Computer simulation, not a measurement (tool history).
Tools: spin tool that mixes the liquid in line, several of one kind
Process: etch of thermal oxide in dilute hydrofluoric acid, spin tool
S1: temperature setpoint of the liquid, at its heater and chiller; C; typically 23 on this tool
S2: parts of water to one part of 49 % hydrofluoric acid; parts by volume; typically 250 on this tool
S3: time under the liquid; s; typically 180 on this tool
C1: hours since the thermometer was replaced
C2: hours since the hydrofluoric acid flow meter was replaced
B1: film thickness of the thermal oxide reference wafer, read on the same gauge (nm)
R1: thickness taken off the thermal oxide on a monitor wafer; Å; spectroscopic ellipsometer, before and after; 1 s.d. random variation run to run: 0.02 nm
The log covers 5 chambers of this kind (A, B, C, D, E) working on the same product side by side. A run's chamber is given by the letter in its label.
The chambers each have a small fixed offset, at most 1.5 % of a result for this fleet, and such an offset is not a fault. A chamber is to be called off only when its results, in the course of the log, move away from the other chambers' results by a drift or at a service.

| run | day | S1 | S2 | S3 | C1 | C2 | B1 | R1 |
|---|---|---|---|---|---|---|---|---|
| 1C | 0.2 | 23 | 250 | 180 | 976.8 | 163.5 | 130.03 | 28.569 |
| 2A | 0.371 | 23 | 250 | 180 | 329.5 | 463 | 130.01 | 28.697 |
| 3E | 0.758 | 23 | 250 | 180 | 1531.4 | 1852.1 | 129.98 | 28.382 |
| 4B | 0.929 | 23 | 250 | 180 | 1885.8 | 1730.7 | 130.07 | 28.524 |
|  | 1.088 | chamber D: hydrofluoric acid flow meter replaced |
| 5D | 1.292 | 23 | 250 | 180 | 111.1 | 4.9 | 130.01 | 28.327 |
| 6D | 1.546 | 23 | 250 | 180 | 117.2 | 11 | 130.01 | 28.32 |
| 7B | 1.925 | 23 | 200 | 255 | 1909.7 | 1754.6 | 129.96 | 53.35 |
| 8A | 2.171 | 23 | 200 | 255 | 372.7 | 506.2 | 130.02 | 53.95 |
| 9E | 2.388 | 23 | 200 | 255 | 1570.5 | 1891.2 | 130.01 | 53.353 |
| 10C | 2.75 | 23 | 200 | 255 | 1038 | 224.7 | 129.99 | 53.272 |
| 11E | 2.971 | 23 | 200 | 255 | 1584.5 | 1905.2 | 130 | 53.783 |
| 12A | 3.296 | 23 | 250 | 245 | 399.7 | 533.2 | 130.02 | 38.992 |
| 13B | 3.525 | 23 | 250 | 245 | 1948.1 | 1793 | 130 | 38.781 |
| 14C | 3.8 | 23 | 250 | 245 | 1063.2 | 249.9 | 129.99 | 39.34 |
| 15D | 4.008 | 23 | 250 | 245 | 176.3 | 70.1 | 129.99 | 38.362 |
| 16C | 4.258 | 23 | 250 | 245 | 1074.2 | 260.9 | 129.99 | 39.262 |
| 17B | 4.554 | 23 | 250 | 180 | 1972.8 | 1817.7 | 130 | 29.048 |
| 18D | 4.888 | 23 | 250 | 180 | 197.4 | 91.2 | 130.02 | 28.252 |
| 19A | 5.271 | 23 | 250 | 180 | 447.1 | 580.6 | 130 | 28.915 |
| 20E | 5.558 | 23 | 250 | 180 | 1646.6 | 1967.3 | 130 | 28.25 |
| 21D | 5.829 | 18.5 | 250 | 250 | 220 | 113.8 | 130.02 | 32.95 |
| 22C | 6.179 | 18.5 | 250 | 250 | 1120.3 | 307 | 129.98 | 32.953 |
| 23E | 6.354 | 18.5 | 250 | 250 | 1665.7 | 1986.4 | 129.97 | 33.49 |
| 24A | 6.683 | 18.5 | 250 | 250 | 481 | 614.5 | 130.03 | 33.714 |
| 25B | 6.921 | 18.5 | 250 | 250 | 2029.6 | 1874.5 | 129.95 | 33.293 |
| 26B | 7.3 | 23 | 250 | 180 | 2038.7 | 1883.6 | 129.94 | 28.664 |
| 27D | 7.675 | 23 | 250 | 180 | 264.3 | 158.1 | 129.97 | 28.193 |
| 28C | 7.967 | 23 | 305 | 180 | 1163.2 | 349.9 | 129.98 | 21.496 |
| 29E | 8.35 | 23 | 305 | 180 | 1713.6 | 2034.3 | 130.04 | 22.381 |
| 30A | 8.6 | 23 | 305 | 180 | 527 | 660.5 | 129.98 | 22.22 |
| 31E | 8.812 | 23 | 305 | 180 | 1724.7 | 2045.4 | 129.95 | 21.985 |
|  | 8.967 | chamber B: thermometer replaced |
| 32B | 9.017 | 23 | 305 | 180 | 1.2 | 1924.8 | 129.99 | 22.075 |
| 33D | 9.4 | 23 | 250 | 180 | 305.7 | 199.5 | 130.03 | 28.156 |
| 34A | 9.742 | 27.5 | 250 | 180 | 554.4 | 687.9 | 130.02 | 34.101 |
| 35C | 10.033 | 27.5 | 250 | 180 | 1212.8 | 399.5 | 129.99 | 31.933 |
| 36E | 10.4 | 27.5 | 250 | 180 | 1762.8 | 2083.5 | 130.01 | 33.349 |
| 37C | 10.762 | 27.5 | 250 | 180 | 1230.3 | 417 | 129.97 | 31.655 |
| 38B | 11.138 | 27.5 | 250 | 180 | 52.1 | 1975.7 | 130 | 33.411 |
| 39D | 11.375 | 23 | 350 | 270 | 353.1 | 246.9 | 129.99 | 27.406 |
| 40A | 11.746 | 23 | 350 | 270 | 602.5 | 736 | 130 | 27.92 |

Decide between three cases: one chamber stands off from its peers, the gauge reading all wafers drifts, or nothing is wrong past each chamber's small offset. Where a chamber is off, say which and what most likely put it there.

Little by little, chamber C moves away from the other chambers.
Cause: hydrofluoric acid flow below the setpoint (%) = 6.84.
From this log alone, it may not be told apart from: liquid colder than its thermometer reads (K).

Below are 4 candidate recipes for chamber C's next run, each the usual settings with a change, their results shown as question marks. Which of them brings C's results back in line with what the other chambers give on the usual settings?
A result is in line if it is within this distance of the other chambers' mean on the usual settings: R1 0.71 Å
| 41C-1 | 12.029 | 23 | 260 | 175 |  |  |  | ? |
| 41C-2 | 12.029 | 23 | 250 | 215 |  |  |  | ? |
| 41C-3 | 12.029 | 22.5 | 250 | 155 |  |  |  | ? |
| 41C-4 | 12.029 | 23 | 250 | 195 |  |  |  | ? |

Usual-settings mean across the other chambers: R1 28.576 Å
| run | R1 |
|---|---|
| 41C-1 | 24.437 |
| 41C-2 | 31.528 |
| 41C-3 | 22.317 |
| 41C-4 | 28.595 |
The right change is 41C-4: it brings the chamber back within the allowed miss of the others.

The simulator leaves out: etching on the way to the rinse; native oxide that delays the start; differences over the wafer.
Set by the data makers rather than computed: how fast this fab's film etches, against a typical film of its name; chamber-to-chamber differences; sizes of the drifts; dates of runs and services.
